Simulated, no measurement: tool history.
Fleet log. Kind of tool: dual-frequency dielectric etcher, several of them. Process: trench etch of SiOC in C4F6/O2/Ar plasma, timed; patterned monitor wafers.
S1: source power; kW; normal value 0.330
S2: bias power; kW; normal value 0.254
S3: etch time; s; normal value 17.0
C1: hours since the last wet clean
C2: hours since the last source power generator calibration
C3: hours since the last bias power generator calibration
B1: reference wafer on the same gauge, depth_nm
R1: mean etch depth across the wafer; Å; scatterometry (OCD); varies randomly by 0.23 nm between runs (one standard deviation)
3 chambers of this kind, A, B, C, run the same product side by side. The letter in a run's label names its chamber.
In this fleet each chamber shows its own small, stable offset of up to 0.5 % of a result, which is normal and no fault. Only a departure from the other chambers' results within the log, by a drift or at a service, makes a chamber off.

run   hour     S1     S2    S3     C1      C2      C3      B1      R1
 1A    7.1  0.330  0.254  17.0  320.9  1639.4   384.3  35.927  366.23
 2B   11.2  0.330  0.254  17.0  100.3  1678.2  1242.6  35.895  367.32
 3C   18.7  0.330  0.254  17.0  369.9  3790.2   682.7  35.889  362.71
 4C   25.9  0.330  0.254  17.0  377.1  3797.4   689.9  35.857  365.46
 5B   32.0  0.330  0.254  17.0  121.1  1699.0  1263.4  35.861  370.04
 6A   37.5  0.330  0.254  17.0  351.3  1669.8   414.7  35.916  372.33
 7A   43.0  0.330  0.254  17.0  356.8  1675.3   420.2  35.862  370.89
 8B   50.1  0.330  0.254  17.0  139.2  1717.1  1281.5  35.960  369.80
      55.8  -- chamber B: bias power generator calibrated
 9C   56.9  0.330  0.254  17.0  408.1  3828.4   720.9  35.915  369.42
10C   62.1  0.330  0.254  17.0  413.3  3833.6   726.1  35.927  366.38
11B   65.9  0.330  0.254  17.0  155.0  1732.9    10.1  35.887  368.36
12A   69.7  0.330  0.254  17.0  383.5  1702.0   446.9  35.924  366.88
13A   74.2  0.330  0.254  17.0  388.0  1706.5   451.4  35.933  371.15
14C   80.4  0.330  0.254  17.0  431.6  3851.9   744.4  35.862  368.23
      86.4  -- chamber C: wet clean of the chamber
15B   86.5  0.330  0.254  17.0  175.6  1753.5    30.7  35.869  375.22
16A   93.1  0.330  0.254  17.0  406.9  1725.4   470.3  35.878  370.10
17B   96.8  0.330  0.254  17.0  185.9  1763.8    41.0  35.856  378.37
18C  100.8  0.330  0.207  14.5   14.5  3872.3   764.8  35.889  292.33
19A  106.1  0.330  0.207  14.5  419.9  1738.4   483.3  35.943  289.96
20B  111.0  0.330  0.207  14.5  200.1  1778.0    55.2  35.896  303.12
21C  117.0  0.330  0.254  17.0   30.7  3888.5   781.0  35.866  366.77
22B  124.4  0.330  0.286  17.0  213.5  1791.4    68.6  35.903  397.98
23A  131.0  0.330  0.286  17.0  444.8  1763.3   508.2  35.895  385.60

One chamber off, gauge drift, or nothing amiss beyond the chambers' own small offsets? If it is a chamber, which one, and what is the likeliest cause?

It is chamber B that slowly wanders off from its peers.
Likeliest cause: etch rate over this chamber's usual, % = 4.49.

Which of the 4 candidates below, each the usual settings with something changed and its results left as question marks, puts chamber B back in line with what the other chambers give on the usual settings?
To be in line, a result may differ from the other chambers' mean on the usual settings by at most: R1 7.90 Å
24B-1  136.4  0.340  0.254  17.0                   ?
24B-2  136.4  0.330  0.253  17.0                   ?
24B-3  136.4  0.350  0.271  17.0                   ?
24B-4  136.4  0.290  0.254  17.0                   ?

What the other chambers average on the usual settings: R1 367.91 Å
  run      R1
24B-1  391.06
24B-2  386.11
24B-3  404.45
24B-4  368.07
With 24B-4, the chamber falls back in line with the rest.
